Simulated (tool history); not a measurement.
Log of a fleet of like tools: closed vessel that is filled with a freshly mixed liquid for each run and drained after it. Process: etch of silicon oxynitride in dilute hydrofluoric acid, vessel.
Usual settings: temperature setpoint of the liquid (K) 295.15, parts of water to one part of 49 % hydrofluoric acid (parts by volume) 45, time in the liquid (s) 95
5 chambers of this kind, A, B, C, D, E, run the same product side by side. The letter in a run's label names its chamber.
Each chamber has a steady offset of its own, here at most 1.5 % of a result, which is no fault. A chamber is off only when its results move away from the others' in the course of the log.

run	hour	temperature setpoint of the liquid (K)	parts of water to one part of 49 % hydrofluoric acid (parts by volume)	time in the liquid (s)	read-back film thickness of the silicon oxynitride reference wafer, read on the same gauge (nm)	thickness taken off the silicon oxynitride on a monitor wafer (nm)
1E	3.8	295.15	45	95	49.998	4.5816
2C	6.7	295.15	45	95	50.025	4.6388
3D	12.8	295.15	45	95	50.011	4.5582
4B	19.1	295.15	45	95	50.000	4.5876
5A	23.6	295.15	30	50	49.990	3.6757
6A	29.3	295.15	30	50	49.999	3.7449
7E	35.5	295.15	30	50	49.996	3.6728
8B	41.1	295.15	30	50	50.012	3.6960
9C	47.0	295.15	30	50	50.029	3.6808
10D	52.8	295.15	45	95	50.005	4.5821
11C	56.0	295.15	45	95	49.984	4.6375
12E	59.6	295.15	45	95	50.018	4.5173
13B	63.1	295.15	45	95	49.961	4.6177
14D	68.5	295.15	45	95	49.946	4.6092
15A	74.4	295.15	45	95	50.028	4.5961
16C	79.4	295.15	45	95	49.982	4.6290
17E	83.0	293.15	30	95	49.972	6.1259
18D	86.4	293.15	30	95	49.976	6.2705
19A	89.5	293.15	30	95	49.993	6.4005
20B	92.5	293.15	30	95	50.017	6.2949
21E	96.8	293.15	30	95	49.964	6.0631
22B	101.6	295.15	45	95	50.009	4.6509
23C	107.5	295.15	45	95	49.980	4.6202
24A	113.6	295.15	45	95	49.987	4.6346
25D	119.1	295.15	45	95	49.994	4.6162
# hour 120.3: chamber B: thermometer replaced
26C	125.4	295.15	45	95	49.991	4.6364
27A	129.2	295.15	45	95	49.995	4.5802
28D	133.4	297.65	55	95	49.977	4.2099
# hour 135.7: chamber A: hydrofluoric acid flow meter replaced
29B	140.0	297.65	55	95	49.988	4.2120
30E	146.2	297.65	55	95	50.031	3.9470
31B	150.4	297.65	55	95	49.956	4.2619
32E	154.5	297.65	55	95	49.985	3.9385
33D	157.4	295.15	45	95	49.990	4.5849
34A	162.9	295.15	45	95	49.982	4.6152
35C	168.4	295.15	45	95	49.998	4.5807
36D	173.9	295.15	45	95	49.979	4.5561

Next, every chamber runs the same settings. What will each give?
37A	178.7	295.15	45	95		?
37B	178.7	295.15	45	95		?
37C	178.7	295.15	45	95		?
37D	178.7	295.15	45	95		?
37E	178.7	295.15	45	95		?

run	thickness taken off the silicon oxynitride on a monitor wafer (nm)
37A	4.6885
37B	4.5676
37C	4.5885
37D	4.5931
37E	4.1959

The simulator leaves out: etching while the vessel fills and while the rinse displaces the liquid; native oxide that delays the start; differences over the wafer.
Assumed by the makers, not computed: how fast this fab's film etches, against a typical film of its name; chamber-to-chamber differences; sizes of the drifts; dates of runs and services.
